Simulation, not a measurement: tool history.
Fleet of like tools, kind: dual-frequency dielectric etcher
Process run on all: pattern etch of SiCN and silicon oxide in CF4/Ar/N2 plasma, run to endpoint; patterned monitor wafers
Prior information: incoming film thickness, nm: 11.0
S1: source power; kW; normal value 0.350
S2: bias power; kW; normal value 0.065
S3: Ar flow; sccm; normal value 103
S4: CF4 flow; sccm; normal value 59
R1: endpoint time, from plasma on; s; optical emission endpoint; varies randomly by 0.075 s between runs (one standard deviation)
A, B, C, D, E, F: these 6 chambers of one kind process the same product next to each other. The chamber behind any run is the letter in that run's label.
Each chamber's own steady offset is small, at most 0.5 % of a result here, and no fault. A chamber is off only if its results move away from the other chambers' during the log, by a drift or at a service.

{"run": "1F", "hour": 7.9, "S1": 0.35, "S2": 0.065, "S3": 103, "S4": 59, "R1": 17.18}
{"run": "2D", "hour": 20.4, "S1": 0.35, "S2": 0.065, "S3": 103, "S4": 59, "R1": 16.912}
{"run": "3C", "hour": 32.3, "S1": 0.35, "S2": 0.065, "S3": 103, "S4": 59, "R1": 17.028}
{"run": "4A", "hour": 44.9, "S1": 0.35, "S2": 0.065, "S3": 103, "S4": 59, "R1": 17.008}
{"run": "5B", "hour": 57.8, "S1": 0.35, "S2": 0.065, "S3": 103, "S4": 59, "R1": 17.075}
{"run": "6E", "hour": 67.4, "S1": 0.35, "S2": 0.065, "S3": 103, "S4": 59, "R1": 17.098}
{"hour": 75.2, "done": "chamber D: wet clean of the chamber"}
{"hour": 76.6, "done": "chamber B: Ar flow controller replaced"}
{"run": "7E", "hour": 81.2, "S1": 0.35, "S2": 0.065, "S3": 103, "S4": 59, "R1": 16.976}
{"run": "8F", "hour": 90.3, "S1": 0.35, "S2": 0.065, "S3": 103, "S4": 59, "R1": 17.06}
{"hour": 97.6, "done": "chamber A: wet clean of the chamber"}
{"run": "9A", "hour": 98.5, "S1": 0.35, "S2": 0.065, "S3": 103, "S4": 59, "R1": 17.07}
{"run": "10C", "hour": 108.4, "S1": 0.35, "S2": 0.065, "S3": 103, "S4": 59, "R1": 16.987}
{"run": "11D", "hour": 117.0, "S1": 0.35, "S2": 0.065, "S3": 103, "S4": 59, "R1": 17.076}
{"hour": 124.2, "done": "chamber C: wet clean of the chamber"}
{"run": "12B", "hour": 125.8, "S1": 0.35, "S2": 0.065, "S3": 103, "S4": 59, "R1": 16.903}
{"hour": 132.6, "done": "chamber B: wet clean of the chamber"}
{"run": "13C", "hour": 139.9, "S1": 0.35, "S2": 0.065, "S3": 103, "S4": 59, "R1": 16.931}
{"run": "14E", "hour": 147.7, "S1": 0.35, "S2": 0.065, "S3": 103, "S4": 59, "R1": 17.002}
{"run": "15D", "hour": 158.5, "S1": 0.35, "S2": 0.065, "S3": 103, "S4": 59, "R1": 17.045}
{"run": "16F", "hour": 165.2, "S1": 0.35, "S2": 0.065, "S3": 103, "S4": 59, "R1": 17.029}
{"run": "17A", "hour": 172.3, "S1": 0.35, "S2": 0.065, "S3": 103, "S4": 59, "R1": 17.036}
{"hour": 179.5, "done": "chamber A: Ar flow controller replaced"}
{"run": "18B", "hour": 179.8, "S1": 0.35, "S2": 0.065, "S3": 103, "S4": 59, "R1": 17.019}
{"run": "19E", "hour": 190.5, "S1": 0.35, "S2": 0.065, "S3": 103, "S4": 59, "R1": 17.233}
{"run": "20F", "hour": 199.4, "S1": 0.35, "S2": 0.065, "S3": 103, "S4": 59, "R1": 17.119}
{"run": "21C", "hour": 212.4, "S1": 0.26, "S2": 0.065, "S3": 81, "S4": 59, "R1": 21.372}
{"run": "22B", "hour": 219.0, "S1": 0.26, "S2": 0.065, "S3": 81, "S4": 59, "R1": 21.274}
{"hour": 221.5, "done": "chamber F: wet clean of the chamber"}
{"run": "23D", "hour": 229.8, "S1": 0.26, "S2": 0.065, "S3": 81, "S4": 59, "R1": 21.479}
{"run": "24A", "hour": 241.1, "S1": 0.26, "S2": 0.065, "S3": 81, "S4": 59, "R1": 21.427}
{"run": "25C", "hour": 247.4, "S1": 0.26, "S2": 0.065, "S3": 81, "S4": 59, "R1": 21.389}
{"run": "26E", "hour": 259.0, "S1": 0.26, "S2": 0.065, "S3": 81, "S4": 59, "R1": 21.776}
{"run": "27D", "hour": 265.9, "S1": 0.35, "S2": 0.065, "S3": 103, "S4": 59, "R1": 16.995}
{"run": "28B", "hour": 278.1, "S1": 0.35, "S2": 0.065, "S3": 103, "S4": 59, "R1": 16.938}
{"run": "29F", "hour": 286.7, "S1": 0.35, "S2": 0.065, "S3": 103, "S4": 59, "R1": 17.119}
{"run": "30A", "hour": 299.5, "S1": 0.35, "S2": 0.065, "S3": 103, "S4": 59, "R1": 17.053}
{"run": "31A", "hour": 306.7, "S1": 0.35, "S2": 0.065, "S3": 103, "S4": 59, "R1": 17.001}
{"run": "32E", "hour": 319.4, "S1": 0.35, "S2": 0.078, "S3": 103, "S4": 59, "R1": 16.466}
{"run": "33B", "hour": 326.7, "S1": 0.35, "S2": 0.078, "S3": 103, "S4": 59, "R1": 15.905}
{"run": "34F", "hour": 338.6, "S1": 0.35, "S2": 0.078, "S3": 103, "S4": 59, "R1": 15.992}
{"run": "35D", "hour": 345.3, "S1": 0.35, "S2": 0.078, "S3": 103, "S4": 59, "R1": 15.921}
{"run": "36C", "hour": 353.4, "S1": 0.35, "S2": 0.078, "S3": 103, "S4": 59, "R1": 15.899}
{"run": "37A", "hour": 361.0, "S1": 0.35, "S2": 0.078, "S3": 103, "S4": 59, "R1": 15.919}
{"run": "38B", "hour": 367.2, "S1": 0.35, "S2": 0.07, "S3": 103, "S4": 59, "R1": 16.49}
{"run": "39F", "hour": 375.9, "S1": 0.35, "S2": 0.07, "S3": 103, "S4": 59, "R1": 16.577}
{"run": "40C", "hour": 386.1, "S1": 0.35, "S2": 0.07, "S3": 103, "S4": 59, "R1": 16.468}

What goes on in this fleet: one chamber off, a drifting gauge, or nothing beyond the chambers' own small offsets? Name the chamber and the cause, if any.

It is chamber E that slowly wanders off from its peers.
What lies behind it: etch rate under this chamber's usual, % = 4.27.
The log may not separate it from: source power that arrives under what is set, %.

Below are 4 candidate recipes for chamber E's next run, each the usual settings with a change, their results shown as question marks. Which of them brings E's results back in line with what the other chambers give on the usual settings?
A result is in line if it is within this distance of the other chambers' mean on the usual settings: R1 0.260 s
{"run": "41E-1", "hour": 396.4, "S1": 0.35, "S2": 0.079, "S3": 92, "S4": 65, "R1": "?"}
{"run": "41E-2", "hour": 396.4, "S1": 0.37, "S2": 0.065, "S3": 103, "S4": 60, "R1": "?"}
{"run": "41E-3", "hour": 396.4, "S1": 0.31, "S2": 0.065, "S3": 103, "S4": 59, "R1": "?"}
{"run": "41E-4", "hour": 396.4, "S1": 0.35, "S2": 0.065, "S3": 103, "S4": 45, "R1": "?"}

Other chambers, usual settings, mean: R1 17.009 s
run=41E-1 R1=16.166
run=41E-2 R1=16.951
run=41E-3 R1=19.807
run=41E-4 R1=18.622
It is 41E-2 that realigns the chamber with its peers.
